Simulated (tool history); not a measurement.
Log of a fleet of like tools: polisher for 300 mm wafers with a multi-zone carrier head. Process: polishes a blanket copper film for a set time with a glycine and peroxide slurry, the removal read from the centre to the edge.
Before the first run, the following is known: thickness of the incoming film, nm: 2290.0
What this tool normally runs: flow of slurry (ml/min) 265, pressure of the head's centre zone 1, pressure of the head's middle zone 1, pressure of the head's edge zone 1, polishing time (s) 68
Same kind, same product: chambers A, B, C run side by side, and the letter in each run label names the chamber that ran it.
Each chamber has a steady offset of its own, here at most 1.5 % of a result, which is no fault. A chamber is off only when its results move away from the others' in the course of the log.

run   hour  flow of slurry (ml/min)  pressure of the head's centre zone  pressure of the head's middle zone  pressure of the head's edge zone  polishing time (s)  wafers polished on this pad  hours since the slurry nozzle was cleaned  hours since the centre zone pressure was calibrated  hours since the edge zone pressure was calibrated  film removed at the wafer's centre (Å)  film removed at mid-radius (Å)  film removed at the wafer's edge (Å)
 1B    4.4                      265                                   1                                   1                                 1                  68                          439                                      589.5                                                  516                                              312.7                                  3384.6                          3346.7                                3365.2
       9.3  -- chamber C: worn pad replaced by a new one
 2C   10.9                      265                                   1                                   1                                 1                  68                           16                                      281.1                                                266.6                                              328.3                                  3373.5                          3369.4                                3387.6
      12.8  -- chamber A: worn pad replaced by a new one
 3A   19.1                      265                                   1                                   1                                 1                  68                           62                                        146                                                  622                                              217.5                                  3405.1                            3366                                3341.1
 4A   23.4                      265                                   1                                   1                                 1                  68                          105                                      150.3                                                626.3                                              221.8                                  3441.4                          3324.7                                  3360
      27.2  -- chamber B: worn pad replaced by a new one
 5C   28.8                      265                                   1                                   1                                 1                  68                          194                                        299                                                284.5                                              346.2                                  3387.6                          3344.2                                  3347
 6B   36.9                      265                                   1                                   1                                 1                  68                           96                                        622                                                548.5                                              345.2                                  3308.6                          3391.1                                3358.2
 7B   43.6                      335                                   1                                   1                                 1                  49                          163                                      628.7                                                555.2                                              351.9                                  2429.8                          2479.3                                2446.3
 8A   50.9                      335                                   1                                   1                                 1                  49                          378                                      177.8                                                653.8                                              249.3                                  2529.5                          2497.5                                2483.9
 9C   59.2                      335                                   1                                   1                                 1                  49                          496                                      329.4                                                314.9                                              376.6                                  2513.7                          2435.4                                2436.5
10A   64.7                      265                                   1                                   1                                 1                  68                          515                                      191.6                                                667.6                                              263.1                                  3405.6                          3343.5                                3360.3
11C     74                      265                                   1                                   1                                 1                  68                          643                                      344.2                                                329.7                                              391.4                                    3434                          3338.2                                3334.8
12B   83.3                      265                                1.06                                   1                                 1                  68                          557                                      668.4                                                594.9                                              391.6                                  3548.5                          3376.4                                3396.3
13B   88.1                      265                                1.06                                   1                                 1                  68                          605                                      673.2                                                599.7                                              396.4                                  3539.1                          3365.3                                3356.7
      94.3  -- chamber B: worn pad replaced by a new one
14C   94.9                      265                                1.06                                   1                                 1                  68                          850                                      365.1                                                350.6                                              412.3                                  3571.2                            3342                                3322.4
15A  100.1                      265                                   1                                   1                                 1                  68                          866                                        227                                                  703                                              298.5                                  3298.2                          3312.6                                3359.5
16A  104.3                      265                                   1                                   1                                 1                  68                          908                                      231.2                                                707.2                                              302.7                                  3389.4                          3346.1                                3308.7
17B  112.2                      265                                   1                                   1                                 1                  68                          177                                      697.3                                                623.8                                              420.5                                  3311.8                          3368.8                                3367.3
     113.8  -- chamber B: slurry nozzle cleaned
18C  118.6                      265                                   1                                   1                                 1                  68                         1085                                      388.8                                                374.3                                                436                                  3357.9                          3298.9                                3338.8
19B  127.7                      265                                   1                                   1                                 1                  68                          331                                       13.9                                                639.3                                                436                                  3298.2                          3367.4                                3376.5
20C    137                      265                                   1                                   1                                 1                  68                         1268                                      407.2                                                392.7                                              454.4                                  3371.2                          3281.2                                3300.1
21A  145.4                      265                                   1                                1.05                                 1                  59                         1316                                      272.3                                                748.3                                              343.8                                  2895.9                          2989.2                                2866.7
22C  149.6                      265                                   1                                1.05                                 1                  59                         1393                                      419.8                                                405.3                                                467                                  2900.4                          2975.7                                2890.5
     152.2  -- chamber A: worn pad replaced by a new one
23A  156.1                      265                                   1                                1.05                                 1                  59                           38                                        283                                                  759                                              354.5                                  2894.7                          2950.1                                2876.4
     163.1  -- chamber B: worn pad replaced by a new one
24B  164.4                      265                                   1                                   1                                 1                  68                           13                                       50.6                                                  676                                              472.7                                  3313.2                          3365.8                                3373.5
     170.3  -- chamber C: worn pad replaced by a new one
25C  172.5                      265                                   1                                   1                                 1                  68                           22                                      442.7                                                428.2                                              489.9                                    3411                          3341.1                                3357.6
26A  179.7                      265                                   1                                   1                                 1                  68                          272                                      306.6                                                782.6                                              378.1                                  3214.7                          3228.5                                3299.8
27B  188.8                      265                                   1                                   1                                 1                  68                          255                                         75                                                700.4                                              497.1                                  3420.3                          3368.8                                3393.4
     192.3  -- chamber A: edge zone pressure recalibrated
28A    198                      265                                   1                                0.95                                 1                  68                          454                                      324.9                                                800.9                                                5.7                                    3268                          3078.1                                3305.3
29C  205.6                      265                                   1                                0.95                                 1                  68                          350                                      475.8                                                461.3                                                523                                  3415.6                          3175.1                                3353.6
30B  213.9                      265                                   1                                0.95                                 1                  68                          504                                      100.1                                                725.5                                              522.2                                  3312.3                          3218.3                                3390.4
31C  220.4                      315                                   1                                   1                                 1                  68                          497                                      490.6                                                476.1                                              537.8                                  3409.6                          3400.3                                3384.6
32A    228                      315                                   1                                   1                                 1                  68                          752                                      354.9                                                830.9                                               35.7                                  3391.5                          3236.5                                3302.5
     228.4  -- chamber B: worn pad replaced by a new one
     234.1  -- chamber B: edge zone pressure recalibrated
33B  235.3                      315                                   1                                   1                                 1                  68                           68                                      121.5                                                746.9                                                1.3                                  3379.1                          3448.5                                3412.6

For the next run the whole fleet of 3 chambers uses the same settings. Give each chamber's results:
34A  242.2                      265                                   1                                   1                                 1                  68                                                                                                                                                                                                                       ?                               ?                                     ?
34B  242.2                      265                                   1                                   1                                 1                  68                                                                                                                                                                                                                       ?                               ?                                     ?
34C  242.2                      265                                   1                                   1                                 1                  68                                                                                                                                                                                                                       ?                               ?                                     ?

run  film removed at the wafer's centre (Å)  film removed at mid-radius (Å)  film removed at the wafer's edge (Å)
34A                                  3155.7                          3148.9                                3188.7
34B                                  3415.9                          3339.2                                3368.5
34C                                  3347.6                          3308.8                                3357.7

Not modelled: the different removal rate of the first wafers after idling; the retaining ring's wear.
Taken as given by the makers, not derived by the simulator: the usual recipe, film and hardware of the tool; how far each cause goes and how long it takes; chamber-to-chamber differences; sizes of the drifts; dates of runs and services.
